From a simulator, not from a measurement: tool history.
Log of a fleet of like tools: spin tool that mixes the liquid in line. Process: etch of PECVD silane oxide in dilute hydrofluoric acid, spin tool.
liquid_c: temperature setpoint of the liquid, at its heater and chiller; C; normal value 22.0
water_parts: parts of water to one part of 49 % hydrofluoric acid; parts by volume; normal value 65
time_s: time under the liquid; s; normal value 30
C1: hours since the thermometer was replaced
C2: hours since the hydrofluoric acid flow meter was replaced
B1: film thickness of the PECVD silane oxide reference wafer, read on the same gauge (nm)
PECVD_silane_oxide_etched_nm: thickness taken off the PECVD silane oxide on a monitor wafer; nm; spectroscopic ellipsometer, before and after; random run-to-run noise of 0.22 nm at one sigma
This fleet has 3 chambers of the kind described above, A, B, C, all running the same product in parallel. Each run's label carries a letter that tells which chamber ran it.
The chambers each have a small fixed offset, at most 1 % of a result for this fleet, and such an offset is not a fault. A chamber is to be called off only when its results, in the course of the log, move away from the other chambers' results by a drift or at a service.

run 1B hour=2.1 | liquid_c=22.0 water_parts=65 time_s=30 | C1=1268.9 C2=1112.5 | B1=140.00 | PECVD_silane_oxide_etched_nm=22.082
run 2A hour=5.3 | liquid_c=22.0 water_parts=65 time_s=30 | C1=906.9 C2=1242.4 | B1=139.99 | PECVD_silane_oxide_etched_nm=21.878
run 3C hour=9.8 | liquid_c=22.0 water_parts=65 time_s=30 | C1=1934.9 C2=358.5 | B1=140.03 | PECVD_silane_oxide_etched_nm=21.671
run 4B hour=12.3 | liquid_c=22.0 water_parts=65 time_s=30 | C1=1279.1 C2=1122.7 | B1=139.98 | PECVD_silane_oxide_etched_nm=22.477
run 5A hour=15.3 | liquid_c=22.0 water_parts=65 time_s=30 | C1=916.9 C2=1252.4 | B1=140.00 | PECVD_silane_oxide_etched_nm=22.084
run 6C hour=18.6 | liquid_c=22.0 water_parts=65 time_s=30 | C1=1943.7 C2=367.3 | B1=140.02 | PECVD_silane_oxide_etched_nm=22.031
-- hour=20.3 chamber C: thermometer replaced
run 7C hour=21.5 | liquid_c=24.5 water_parts=50 time_s=30 | C1=1.3 C2=370.2 | B1=140.03 | PECVD_silane_oxide_etched_nm=32.395
run 8B hour=24.6 | liquid_c=24.5 water_parts=50 time_s=30 | C1=1291.4 C2=1135.0 | B1=139.99 | PECVD_silane_oxide_etched_nm=32.453
run 9A hour=26.6 | liquid_c=24.5 water_parts=50 time_s=30 | C1=928.2 C2=1263.7 | B1=140.00 | PECVD_silane_oxide_etched_nm=32.255
run 10A hour=31.0 | liquid_c=17.5 water_parts=65 time_s=30 | C1=932.6 C2=1268.1 | B1=139.99 | PECVD_silane_oxide_etched_nm=18.385
run 11B hour=33.7 | liquid_c=17.5 water_parts=65 time_s=30 | C1=1300.5 C2=1144.1 | B1=140.02 | PECVD_silane_oxide_etched_nm=18.579
run 12C hour=36.8 | liquid_c=17.5 water_parts=65 time_s=30 | C1=16.6 C2=385.5 | B1=140.03 | PECVD_silane_oxide_etched_nm=18.291
run 13B hour=38.8 | liquid_c=22.0 water_parts=65 time_s=30 | C1=1305.6 C2=1149.2 | B1=140.00 | PECVD_silane_oxide_etched_nm=22.413
run 14A hour=41.8 | liquid_c=22.0 water_parts=65 time_s=30 | C1=943.4 C2=1278.9 | B1=139.96 | PECVD_silane_oxide_etched_nm=21.870
run 15C hour=44.3 | liquid_c=22.0 water_parts=65 time_s=30 | C1=24.1 C2=393.0 | B1=140.01 | PECVD_silane_oxide_etched_nm=21.799
-- hour=45.6 chamber B: hydrofluoric acid flow meter replaced
run 16C hour=48.3 | liquid_c=22.0 water_parts=65 time_s=30 | C1=28.1 C2=397.0 | B1=140.01 | PECVD_silane_oxide_etched_nm=21.992
run 17A hour=50.9 | liquid_c=22.0 water_parts=85 time_s=30 | C1=952.5 C2=1288.0 | B1=139.97 | PECVD_silane_oxide_etched_nm=16.554
run 18B hour=53.3 | liquid_c=22.0 water_parts=85 time_s=30 | C1=1320.1 C2=7.7 | B1=140.02 | PECVD_silane_oxide_etched_nm=16.730
run 19B hour=57.5 | liquid_c=22.0 water_parts=85 time_s=30 | C1=1324.3 C2=11.9 | B1=140.00 | PECVD_silane_oxide_etched_nm=16.550
run 20C hour=59.9 | liquid_c=22.0 water_parts=65 time_s=30 | C1=39.7 C2=408.6 | B1=140.00 | PECVD_silane_oxide_etched_nm=22.287
run 21A hour=63.2 | liquid_c=22.0 water_parts=65 time_s=30 | C1=964.8 C2=1300.3 | B1=140.00 | PECVD_silane_oxide_etched_nm=22.320
run 22B hour=67.8 | liquid_c=19.5 water_parts=65 time_s=30 | C1=1334.6 C2=22.2 | B1=139.99 | PECVD_silane_oxide_etched_nm=20.216
run 23A hour=70.7 | liquid_c=19.5 water_parts=65 time_s=30 | C1=972.3 C2=1307.8 | B1=140.00 | PECVD_silane_oxide_etched_nm=20.400
run 24C hour=74.0 | liquid_c=19.5 water_parts=65 time_s=30 | C1=53.8 C2=422.7 | B1=139.99 | PECVD_silane_oxide_etched_nm=19.904
run 25B hour=78.0 | liquid_c=22.0 water_parts=65 time_s=30 | C1=1344.8 C2=32.4 | B1=140.04 | PECVD_silane_oxide_etched_nm=22.542
run 26A hour=80.2 | liquid_c=22.0 water_parts=65 time_s=30 | C1=981.8 C2=1317.3 | B1=139.97 | PECVD_silane_oxide_etched_nm=21.955
run 27C hour=84.8 | liquid_c=19.0 water_parts=65 time_s=35 | C1=64.6 C2=433.5 | B1=140.02 | PECVD_silane_oxide_etched_nm=22.866

All chambers now run identical settings, listed one chamber a line with results as question marks. What results will each chamber show?
run 28A hour=88.2 | liquid_c=22.0 water_parts=65 time_s=15 | PECVD_silane_oxide_etched_nm=?
run 28B hour=88.2 | liquid_c=22.0 water_parts=65 time_s=15 | PECVD_silane_oxide_etched_nm=?
run 28C hour=88.2 | liquid_c=22.0 water_parts=65 time_s=15 | PECVD_silane_oxide_etched_nm=?

run=28A PECVD_silane_oxide_etched_nm=11.264
run=28B PECVD_silane_oxide_etched_nm=10.945
run=28C PECVD_silane_oxide_etched_nm=11.051
